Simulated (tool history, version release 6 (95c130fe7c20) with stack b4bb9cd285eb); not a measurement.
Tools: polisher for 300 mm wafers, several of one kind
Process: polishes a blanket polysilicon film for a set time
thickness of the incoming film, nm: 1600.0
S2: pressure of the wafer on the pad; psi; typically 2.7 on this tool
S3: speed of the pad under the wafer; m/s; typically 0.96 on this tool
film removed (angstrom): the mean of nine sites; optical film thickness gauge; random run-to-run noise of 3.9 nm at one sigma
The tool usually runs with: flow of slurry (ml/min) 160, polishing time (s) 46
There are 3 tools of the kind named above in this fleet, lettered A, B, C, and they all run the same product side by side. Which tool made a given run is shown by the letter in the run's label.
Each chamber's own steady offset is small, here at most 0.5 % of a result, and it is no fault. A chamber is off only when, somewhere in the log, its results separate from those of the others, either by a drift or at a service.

-- hour=3.2 chamber C: worn pad replaced by a new one
run 1C hour=4.5 | flow_of_slurry_(ml/min)=160 S2=2.7 S3=0.96 polishing_time_(s)=46 | film_removed_(angstrom)=3254.2
-- hour=7.0 chamber A: worn pad replaced by a new one
run 2A hour=7.4 | flow_of_slurry_(ml/min)=160 S2=2.7 S3=0.96 polishing_time_(s)=46 | film_removed_(angstrom)=3242.7
run 3B hour=10.9 | flow_of_slurry_(ml/min)=160 S2=2.7 S3=0.96 polishing_time_(s)=46 | film_removed_(angstrom)=3159.1
run 4B hour=15.7 | flow_of_slurry_(ml/min)=160 S2=2.7 S3=0.96 polishing_time_(s)=46 | film_removed_(angstrom)=3180.4
run 5A hour=19.4 | flow_of_slurry_(ml/min)=160 S2=2.7 S3=0.96 polishing_time_(s)=46 | film_removed_(angstrom)=3140.0
run 6C hour=22.2 | flow_of_slurry_(ml/min)=160 S2=2.7 S3=0.96 polishing_time_(s)=46 | film_removed_(angstrom)=3212.6
run 7B hour=25.6 | flow_of_slurry_(ml/min)=160 S2=2.7 S3=0.96 polishing_time_(s)=46 | film_removed_(angstrom)=3113.0
run 8A hour=30.1 | flow_of_slurry_(ml/min)=160 S2=2.7 S3=0.96 polishing_time_(s)=46 | film_removed_(angstrom)=3207.8
run 9C hour=34.0 | flow_of_slurry_(ml/min)=160 S2=2.7 S3=0.96 polishing_time_(s)=46 | film_removed_(angstrom)=3190.0
run 10A hour=36.8 | flow_of_slurry_(ml/min)=160 S2=2.7 S3=0.96 polishing_time_(s)=46 | film_removed_(angstrom)=3140.5
-- hour=41.1 chamber C: slurry nozzle cleaned
run 11C hour=41.4 | flow_of_slurry_(ml/min)=160 S2=2.7 S3=0.96 polishing_time_(s)=46 | film_removed_(angstrom)=3244.2
run 12B hour=45.2 | flow_of_slurry_(ml/min)=160 S2=2.7 S3=0.96 polishing_time_(s)=46 | film_removed_(angstrom)=3094.5
run 13B hour=49.2 | flow_of_slurry_(ml/min)=160 S2=2.7 S3=0.96 polishing_time_(s)=46 | film_removed_(angstrom)=3078.2
run 14A hour=53.4 | flow_of_slurry_(ml/min)=160 S2=2.7 S3=0.96 polishing_time_(s)=46 | film_removed_(angstrom)=3145.5
run 15C hour=58.0 | flow_of_slurry_(ml/min)=160 S2=2.7 S3=0.96 polishing_time_(s)=46 | film_removed_(angstrom)=3229.2
run 16A hour=61.2 | flow_of_slurry_(ml/min)=160 S2=2.7 S3=0.96 polishing_time_(s)=46 | film_removed_(angstrom)=3193.3
run 17B hour=64.8 | flow_of_slurry_(ml/min)=160 S2=2.7 S3=0.96 polishing_time_(s)=46 | film_removed_(angstrom)=3049.4
run 18C hour=67.8 | flow_of_slurry_(ml/min)=160 S2=2.7 S3=0.96 polishing_time_(s)=46 | film_removed_(angstrom)=3216.0
run 19B hour=70.2 | flow_of_slurry_(ml/min)=160 S2=2.7 S3=0.96 polishing_time_(s)=46 | film_removed_(angstrom)=3071.0
run 20C hour=75.1 | flow_of_slurry_(ml/min)=160 S2=3.3 S3=0.72 polishing_time_(s)=46 | film_removed_(angstrom)=2892.3
run 21A hour=78.0 | flow_of_slurry_(ml/min)=160 S2=3.3 S3=0.72 polishing_time_(s)=46 | film_removed_(angstrom)=2893.4

Has any chamber moved away from the others, gradually or after a service, or does the common gauge drift, or do the chambers differ only by their own small steady offsets? State the chamber and the most likely cause if one applies.

Little by little, chamber B moves away from the other chambers.
Most likely cause: removal rate lost through wear of the pad, % = 8.08.
Not necessarily distinguishable in this log from: slurry flow missing at the pad, %; head's pressure below its setpoint, %.

Below are 4 candidate recipes for chamber B's next run, each the usual settings with a change, their results shown as question marks. Which of them brings B's results back in line with what the other chambers give on the usual settings?
In line means no further than this from the other chambers' mean on the usual settings: film removed (angstrom) 140.0
run 22B-1 hour=81.5 | flow_of_slurry_(ml/min)=160 S2=2.7 S3=1.00 polishing_time_(s)=48 | film_removed_(angstrom)=?
run 22B-2 hour=81.5 | flow_of_slurry_(ml/min)=165 S2=2.7 S3=1.10 polishing_time_(s)=46 | film_removed_(angstrom)=?
run 22B-3 hour=81.5 | flow_of_slurry_(ml/min)=160 S2=2.7 S3=0.88 polishing_time_(s)=46 | film_removed_(angstrom)=?
run 22B-4 hour=81.5 | flow_of_slurry_(ml/min)=160 S2=2.6 S3=0.90 polishing_time_(s)=44 | film_removed_(angstrom)=?

Mean of the other chambers on the usual settings: film removed (angstrom) 3201.6
run=22B-1 film_removed_(angstrom)=3221.4
run=22B-2 film_removed_(angstrom)=3412.0
run=22B-3 film_removed_(angstrom)=2718.1
run=22B-4 film_removed_(angstrom)=2560.4
22B-1 is the one that brings the chamber's results back in line with the other chambers.
